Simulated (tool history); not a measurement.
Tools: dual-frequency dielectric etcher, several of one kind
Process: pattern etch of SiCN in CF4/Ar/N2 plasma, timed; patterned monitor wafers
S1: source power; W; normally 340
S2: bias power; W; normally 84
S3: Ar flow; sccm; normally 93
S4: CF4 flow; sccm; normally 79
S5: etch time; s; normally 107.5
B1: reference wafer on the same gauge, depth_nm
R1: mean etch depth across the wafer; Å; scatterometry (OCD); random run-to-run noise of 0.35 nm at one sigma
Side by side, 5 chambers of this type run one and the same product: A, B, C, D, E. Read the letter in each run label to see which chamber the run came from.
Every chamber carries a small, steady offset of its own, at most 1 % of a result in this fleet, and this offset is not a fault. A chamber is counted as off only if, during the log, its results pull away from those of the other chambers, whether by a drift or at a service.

run   hour   S1  S2   S3  S4     S5      B1      R1
 1B    3.2  340  84   93  79  107.5  62.914  784.91
 2A    6.1  340  84   93  79  107.5  62.851  789.19
 3C    9.6  340  84   93  79  107.5   62.91  787.94
 4E   14.4  340  84   93  79  107.5  62.941  794.87
 5D   18.3  340  84   93  79  107.5  62.929  777.28
 6C     21  340  84   93  79  107.5  62.918  791.21
 7A   25.1  340  84   93  79  107.5  62.949  790.18
      25.9  -- chamber A: source power generator calibrated
 8B   28.5  410  84   93  79  107.5  62.859  918.78
 9E   32.6  410  84   93  79  107.5  62.975   935.7
10D   35.6  410  84   93  79  107.5  62.929   926.5
11B   39.5  410  84   93  79  107.5  62.932   922.9
12D   43.2  410  84   93  79  107.5  62.903  930.54
13A   45.9  340  84   93  79  107.5  62.938  794.36
14C   49.8  340  84   93  79  107.5  62.911  783.23
15E   53.3  340  84   93  79  107.5  62.885   790.5
16C   58.1  340  84   93  79  107.5  62.866  786.63
17B   62.5  340  84   93  79  107.5  62.888  779.03
18A   65.1  340  84   74  79  107.5  62.939  813.23
19E     70  340  84   74  79  107.5  62.935  811.38
20D     73  340  84   74  79  107.5  62.908  807.15
      75.7  -- chamber C: wet clean of the chamber
21C   78.4  340  84   74  79  107.5  62.871  774.72
22E   82.4  340  84   74  79  107.5  62.882  814.97
      86.4  -- chamber E: wet clean of the chamber
23A     87  340  84   93  79  107.5   62.86  790.78
24B   90.7  340  84   93  79  107.5  62.886  782.63
25D   95.3  340  84   93  79  107.5  62.831  785.72
26A    100  340  84   93  79  107.5  62.872   789.4
27D  102.6  340  84   93  79  107.5  62.987  783.15
28E  106.7  390  84   93  64  107.5  62.877  870.11
29B  109.7  390  84   93  64  107.5  62.882  859.95
30C  114.9  390  84   93  64  107.5  62.859  825.71
31C  118.9  390  84   93  64  107.5  62.912  819.25
32B  122.4  390  84   93  64  107.5   62.92  854.56
33A    126  340  99  111  79  107.5  62.925  816.54
34D  129.1  340  99  111  79  107.5   62.96  819.52
35E  132.1  340  99  111  79  107.5  62.922  816.06
36B  135.3  340  99  111  79  107.5  62.898  815.36
37D    139  340  99  111  79  107.5  62.837     807
38C  142.5  340  84   93  79  107.5  62.951  755.24
39A  145.8  340  84   93  79  107.5  62.817  787.49
40E  149.3  340  84   93  79  107.5  63.005     791
41D  153.3  340  84   93  79  107.5  62.953  781.91
42B  158.6  340  84   93  79  107.5  62.955  779.95

All 5 chambers run these settings next. Forecast each chamber's results:
43A  162.5  410  84  93  79  107.5       ?
43B  162.5  410  84  93  79  107.5       ?
43C  162.5  410  84  93  79  107.5       ?
43D  162.5  410  84  93  79  107.5       ?
43E  162.5  410  84  93  79  107.5       ?

run      R1
43A  932.34
43B  922.86
43C  877.47
43D   916.9
43E  927.32

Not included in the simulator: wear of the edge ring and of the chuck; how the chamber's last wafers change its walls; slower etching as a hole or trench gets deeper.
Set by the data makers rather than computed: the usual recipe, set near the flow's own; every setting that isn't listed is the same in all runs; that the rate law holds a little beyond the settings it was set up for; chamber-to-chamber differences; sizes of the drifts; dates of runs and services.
